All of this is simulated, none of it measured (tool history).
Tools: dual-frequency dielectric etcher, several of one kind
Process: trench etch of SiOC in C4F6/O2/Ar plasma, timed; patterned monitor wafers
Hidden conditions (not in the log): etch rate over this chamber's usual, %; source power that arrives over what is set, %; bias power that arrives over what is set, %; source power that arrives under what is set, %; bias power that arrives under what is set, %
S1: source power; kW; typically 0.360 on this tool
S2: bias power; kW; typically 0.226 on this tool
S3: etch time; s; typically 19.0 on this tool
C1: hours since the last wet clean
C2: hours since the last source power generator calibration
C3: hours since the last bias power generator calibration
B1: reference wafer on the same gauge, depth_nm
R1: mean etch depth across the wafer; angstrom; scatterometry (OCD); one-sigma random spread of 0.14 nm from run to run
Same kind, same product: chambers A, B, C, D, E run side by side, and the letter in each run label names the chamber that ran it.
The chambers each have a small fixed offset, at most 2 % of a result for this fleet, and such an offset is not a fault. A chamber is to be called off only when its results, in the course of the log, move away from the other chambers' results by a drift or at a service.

run	hour	S1	S2	S3	C1	C2	C3	B1	R1
1C	3.4	0.360	0.226	19.0	185.7	261.5	2960.4	39.915	408.92
2A	10.0	0.360	0.226	19.0	407.6	775.0	1054.7	39.882	416.30
3E	16.5	0.360	0.226	19.0	334.7	840.5	1838.2	39.936	406.57
4D	21.5	0.360	0.226	19.0	476.3	1847.9	2830.9	39.900	405.50
5B	25.0	0.360	0.226	19.0	360.5	309.6	954.2	39.912	408.94
# hour 26.4: chamber B: wet clean of the chamber
6B	29.2	0.360	0.226	19.0	2.9	313.8	958.4	39.927	408.06
7C	33.1	0.360	0.226	19.0	215.4	291.2	2990.1	39.911	406.62
8A	40.1	0.360	0.226	19.0	437.7	805.1	1084.8	39.896	414.15
9D	45.8	0.360	0.226	19.0	500.6	1872.2	2855.2	39.880	404.30
10E	49.9	0.360	0.226	19.0	368.1	873.9	1871.6	39.923	407.34
11B	56.6	0.360	0.226	19.0	30.3	341.2	985.8	39.908	407.59
# hour 63.3: chamber D: wet clean of the chamber
12C	63.4	0.360	0.226	19.0	245.7	321.5	3020.4	39.891	408.33
13D	68.8	0.360	0.226	19.0	5.5	1895.2	2878.2	39.885	405.20
14A	74.9	0.360	0.226	19.0	472.5	839.9	1119.6	39.907	413.74
15E	81.2	0.360	0.226	19.0	399.4	905.2	1902.9	39.891	408.80
16A	84.9	0.360	0.226	19.0	482.5	849.9	1129.6	39.904	413.33
17B	90.8	0.320	0.275	19.0	64.5	375.4	1020.0	39.901	412.40
18C	97.4	0.320	0.275	19.0	279.7	355.5	3054.4	39.908	417.33
# hour 103.0: chamber A: wet clean of the chamber
19D	104.3	0.320	0.275	19.0	41.0	1930.7	2913.7	39.931	415.95
20E	107.6	0.320	0.275	19.0	425.8	931.6	1929.3	39.908	417.98
21E	113.1	0.320	0.275	19.0	431.3	937.1	1934.8	39.920	418.68
22A	120.6	0.360	0.226	19.0	17.6	885.6	1165.3	39.933	428.95
23D	124.3	0.360	0.226	19.0	61.0	1950.7	2933.7	39.920	405.14
24C	128.8	0.360	0.226	19.0	311.1	386.9	3085.8	39.914	408.24
25B	135.8	0.360	0.226	19.0	109.5	420.4	1065.0	39.898	406.92
26B	143.1	0.360	0.226	19.0	116.8	427.7	1072.3	39.907	406.91
27A	148.7	0.360	0.226	19.0	45.7	913.7	1193.4	39.900	428.89
28C	156.0	0.360	0.226	19.0	338.3	414.1	3113.0	39.893	406.07
29D	162.4	0.280	0.226	22.5	99.1	1988.8	2971.8	39.871	436.52
30E	167.1	0.280	0.226	22.5	485.3	991.1	1988.8	39.913	439.34
31C	173.3	0.280	0.226	22.5	355.6	431.4	3130.3	39.906	435.30
32D	180.2	0.280	0.226	22.5	116.9	2006.6	2989.6	39.882	438.04
33A	186.8	0.280	0.226	22.5	83.8	951.8	1231.5	39.891	458.94
34B	191.9	0.360	0.226	19.0	165.6	476.5	1121.1	39.896	407.48
# hour 192.0: chamber E: wet clean of the chamber
35E	197.3	0.360	0.226	19.0	5.4	1021.3	2019.0	39.896	408.46

Each of the 5 chambers runs these same settings next. Fill in every chamber's results:
36A	202.7	0.360	0.226	19.0					?
36B	202.7	0.360	0.226	19.0					?
36C	202.7	0.360	0.226	19.0					?
36D	202.7	0.360	0.226	19.0					?
36E	202.7	0.360	0.226	19.0					?

run	R1
36A	427.61
36B	407.02
36C	409.75
36D	405.13
36E	408.74
